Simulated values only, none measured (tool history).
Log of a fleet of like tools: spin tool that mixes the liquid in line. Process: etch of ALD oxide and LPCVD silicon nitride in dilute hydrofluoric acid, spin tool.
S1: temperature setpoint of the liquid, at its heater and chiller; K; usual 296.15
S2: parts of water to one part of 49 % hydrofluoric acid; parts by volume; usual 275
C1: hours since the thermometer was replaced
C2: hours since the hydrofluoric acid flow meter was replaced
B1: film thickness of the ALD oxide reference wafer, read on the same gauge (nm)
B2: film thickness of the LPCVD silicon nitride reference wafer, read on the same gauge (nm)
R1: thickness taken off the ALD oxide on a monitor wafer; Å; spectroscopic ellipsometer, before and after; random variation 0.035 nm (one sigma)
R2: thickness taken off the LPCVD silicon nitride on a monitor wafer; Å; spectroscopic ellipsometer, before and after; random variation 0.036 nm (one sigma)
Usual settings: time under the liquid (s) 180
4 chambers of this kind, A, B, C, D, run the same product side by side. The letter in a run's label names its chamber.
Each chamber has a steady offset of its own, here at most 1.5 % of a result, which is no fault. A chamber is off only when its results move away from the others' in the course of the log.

{"run": "1C", "day": 0.238, "S1": 296.15, "S2": 275, "time under the liquid (s)": 180, "C1": 1128.3, "C2": 385.8, "B1": 129.99, "B2": 110.01, "R1": 50.261, "R2": 2.968}
{"run": "2B", "day": 0.383, "S1": 296.15, "S2": 275, "time under the liquid (s)": 180, "C1": 1327.6, "C2": 1467.5, "B1": 129.97, "B2": 109.98, "R1": 51.326, "R2": 3.1579}
{"run": "3D", "day": 0.504, "S1": 296.15, "S2": 275, "time under the liquid (s)": 180, "C1": 693.8, "C2": 1114.2, "B1": 129.98, "B2": 109.98, "R1": 51.15, "R2": 2.9216}
{"run": "4A", "day": 0.679, "S1": 296.15, "S2": 275, "time under the liquid (s)": 180, "C1": 531.6, "C2": 860.8, "B1": 130.01, "B2": 109.98, "R1": 50.646, "R2": 2.7105}
{"run": "5A", "day": 0.812, "S1": 296.15, "S2": 275, "time under the liquid (s)": 180, "C1": 534.8, "C2": 864, "B1": 129.98, "B2": 109.99, "R1": 50.42, "R2": 3.5861}
{"run": "6B", "day": 0.942, "S1": 296.15, "S2": 275, "time under the liquid (s)": 180, "C1": 1341, "C2": 1480.9, "B1": 129.99, "B2": 110.01, "R1": 51.859, "R2": 3.0968}
{"run": "7D", "day": 1.154, "S1": 296.15, "S2": 275, "time under the liquid (s)": 180, "C1": 709.4, "C2": 1129.8, "B1": 130, "B2": 109.98, "R1": 51.028, "R2": 3.7722}
{"run": "8C", "day": 1.35, "S1": 296.15, "S2": 275, "time under the liquid (s)": 180, "C1": 1155, "C2": 412.5, "B1": 129.98, "B2": 110.01, "R1": 50.73, "R2": 2.9961}
{"run": "9B", "day": 1.538, "S1": 296.15, "S2": 275, "time under the liquid (s)": 180, "C1": 1355.3, "C2": 1495.2, "B1": 130.03, "B2": 110, "R1": 51.084, "R2": 3.0458}
{"run": "10C", "day": 1.808, "S1": 296.15, "S2": 275, "time under the liquid (s)": 180, "C1": 1166, "C2": 423.5, "B1": 129.99, "B2": 110, "R1": 50.738, "R2": 2.5458}
{"run": "11A", "day": 2.088, "S1": 296.15, "S2": 275, "time under the liquid (s)": 180, "C1": 565.4, "C2": 894.6, "B1": 129.98, "B2": 109.97, "R1": 50.705, "R2": 2.852}
{"run": "12D", "day": 2.371, "S1": 296.15, "S2": 275, "time under the liquid (s)": 180, "C1": 738.6, "C2": 1159, "B1": 130, "B2": 110, "R1": 51.266, "R2": 3.7121}
{"run": "13B", "day": 2.579, "S1": 296.15, "S2": 275, "time under the liquid (s)": 180, "C1": 1380.3, "C2": 1520.2, "B1": 130.04, "B2": 110.03, "R1": 50.963, "R2": 3.6823}
{"run": "14C", "day": 2.712, "S1": 296.15, "S2": 275, "time under the liquid (s)": 180, "C1": 1187.7, "C2": 445.2, "B1": 130.04, "B2": 110, "R1": 50.209, "R2": 2.8007}
{"run": "15A", "day": 2.958, "S1": 296.15, "S2": 275, "time under the liquid (s)": 180, "C1": 586.3, "C2": 915.5, "B1": 129.99, "B2": 110.03, "R1": 51.223, "R2": 2.5138}
{"run": "16D", "day": 3.171, "S1": 296.15, "S2": 275, "time under the liquid (s)": 180, "C1": 757.8, "C2": 1178.2, "B1": 129.99, "B2": 109.98, "R1": 51.325, "R2": 2.9221}
{"day": 3.4, "done": "chamber D: thermometer replaced"}
{"run": "17C", "day": 3.442, "S1": 296.15, "S2": 275, "time under the liquid (s)": 180, "C1": 1205.2, "C2": 462.7, "B1": 130.03, "B2": 110.01, "R1": 50.476, "R2": 3.4137}
{"run": "18A", "day": 3.592, "S1": 296.15, "S2": 275, "time under the liquid (s)": 180, "C1": 601.5, "C2": 930.7, "B1": 129.98, "B2": 109.98, "R1": 50.897, "R2": 2.9546}
{"run": "19D", "day": 3.733, "S1": 296.15, "S2": 275, "time under the liquid (s)": 180, "C1": 8.1, "C2": 1191.7, "B1": 130.01, "B2": 110.01, "R1": 50.968, "R2": 3.5708}
{"run": "20B", "day": 3.904, "S1": 296.15, "S2": 275, "time under the liquid (s)": 180, "C1": 1412.1, "C2": 1552, "B1": 129.98, "B2": 110, "R1": 51.534, "R2": 3.6523}
{"run": "21B", "day": 4.079, "S1": 296.15, "S2": 275, "time under the liquid (s)": 180, "C1": 1416.3, "C2": 1556.2, "B1": 130.02, "B2": 110, "R1": 50.592, "R2": 3.6275}
{"run": "22A", "day": 4.225, "S1": 296.15, "S2": 275, "time under the liquid (s)": 180, "C1": 616.7, "C2": 945.9, "B1": 130.03, "B2": 110.01, "R1": 50.621, "R2": 3.5637}
{"run": "23D", "day": 4.438, "S1": 296.15, "S2": 215, "time under the liquid (s)": 180, "C1": 25, "C2": 1208.6, "B1": 130, "B2": 109.99, "R1": 70.163, "R2": 4.43}
{"run": "24C", "day": 4.629, "S1": 296.15, "S2": 215, "time under the liquid (s)": 180, "C1": 1233.7, "C2": 491.2, "B1": 130, "B2": 110, "R1": 67.819, "R2": 4.8835}
{"run": "25D", "day": 4.771, "S1": 296.15, "S2": 215, "time under the liquid (s)": 180, "C1": 33, "C2": 1216.6, "B1": 130.02, "B2": 110, "R1": 69.927, "R2": 4.7485}
{"run": "26A", "day": 5.042, "S1": 296.15, "S2": 215, "time under the liquid (s)": 180, "C1": 636.3, "C2": 965.5, "B1": 130.02, "B2": 110, "R1": 68.698, "R2": 4.25}
{"run": "27B", "day": 5.304, "S1": 296.15, "S2": 275, "time under the liquid (s)": 180, "C1": 1445.7, "C2": 1585.6, "B1": 130, "B2": 110, "R1": 51.26, "R2": 2.5774}
{"run": "28C", "day": 5.512, "S1": 296.15, "S2": 275, "time under the liquid (s)": 180, "C1": 1254.9, "C2": 512.4, "B1": 130, "B2": 110.03, "R1": 50.274, "R2": 3.4845}
{"run": "29B", "day": 5.721, "S1": 296.15, "S2": 275, "time under the liquid (s)": 180, "C1": 1455.7, "C2": 1595.6, "B1": 130.01, "B2": 110, "R1": 51.377, "R2": 3.3845}
{"run": "30A", "day": 6.004, "S1": 296.15, "S2": 275, "time under the liquid (s)": 180, "C1": 659.4, "C2": 988.6, "B1": 129.98, "B2": 109.99, "R1": 50.799, "R2": 3.1534}
{"run": "31C", "day": 6.154, "S1": 296.15, "S2": 275, "time under the liquid (s)": 180, "C1": 1270.3, "C2": 527.8, "B1": 130.01, "B2": 110.01, "R1": 50.307, "R2": 3.8335}
{"run": "32D", "day": 6.342, "S1": 296.15, "S2": 275, "time under the liquid (s)": 180, "C1": 70.7, "C2": 1254.3, "B1": 130.01, "B2": 109.97, "R1": 51.16, "R2": 2.6195}
{"run": "33D", "day": 6.579, "S1": 294.15, "S2": 275, "time under the liquid (s)": 180, "C1": 76.4, "C2": 1260, "B1": 129.95, "B2": 110.01, "R1": 47.72, "R2": 2.8197}
{"run": "34A", "day": 6.825, "S1": 294.15, "S2": 275, "time under the liquid (s)": 180, "C1": 679.1, "C2": 1008.3, "B1": 129.99, "B2": 110.01, "R1": 47.461, "R2": 2.4927}
{"day": 6.838, "done": "chamber B: thermometer replaced"}
{"run": "35C", "day": 6.958, "S1": 294.15, "S2": 275, "time under the liquid (s)": 180, "C1": 1289.6, "C2": 547.1, "B1": 130.05, "B2": 110.02, "R1": 47.34, "R2": 2.6927}
{"run": "36B", "day": 7.142, "S1": 294.15, "S2": 275, "time under the liquid (s)": 180, "C1": 7.3, "C2": 1629.7, "B1": 129.98, "B2": 109.98, "R1": 47.971, "R2": 3.4456}
{"run": "37D", "day": 7.35, "S1": 296.15, "S2": 275, "time under the liquid (s)": 180, "C1": 94.9, "C2": 1278.5, "B1": 129.98, "B2": 110, "R1": 50.441, "R2": 2.9702}
{"run": "38B", "day": 7.562, "S1": 296.15, "S2": 275, "time under the liquid (s)": 180, "C1": 17.4, "C2": 1639.8, "B1": 129.97, "B2": 109.99, "R1": 51.855, "R2": 3.4931}
{"run": "39C", "day": 7.692, "S1": 296.15, "S2": 275, "time under the liquid (s)": 180, "C1": 1307.2, "C2": 564.7, "B1": 130.01, "B2": 110.02, "R1": 50.013, "R2": 3.1757}
{"run": "40A", "day": 7.9, "S1": 296.15, "S2": 275, "time under the liquid (s)": 180, "C1": 704.9, "C2": 1034.1, "B1": 129.99, "B2": 109.98, "R1": 50.454, "R2": 3.1578}
{"run": "41C", "day": 8.154, "S1": 296.15, "S2": 275, "time under the liquid (s)": 180, "C1": 1318.3, "C2": 575.8, "B1": 130.03, "B2": 110.01, "R1": 51.002, "R2": 3.6675}
{"run": "42A", "day": 8.379, "S1": 296.15, "S2": 275, "time under the liquid (s)": 180, "C1": 716.4, "C2": 1045.6, "B1": 129.98, "B2": 109.99, "R1": 51.236, "R2": 3.6404}
{"run": "43B", "day": 8.583, "S1": 296.15, "S2": 275, "time under the liquid (s)": 180, "C1": 41.9, "C2": 1664.3, "B1": 130.02, "B2": 109.97, "R1": 51.409, "R2": 3.0665}

Is one chamber off against the others, does the gauge drift, or is nothing wrong? If a chamber is off, say which, and what the likeliest cause is.

No chamber stands off beyond its own small offset, and the gauge holds steady.

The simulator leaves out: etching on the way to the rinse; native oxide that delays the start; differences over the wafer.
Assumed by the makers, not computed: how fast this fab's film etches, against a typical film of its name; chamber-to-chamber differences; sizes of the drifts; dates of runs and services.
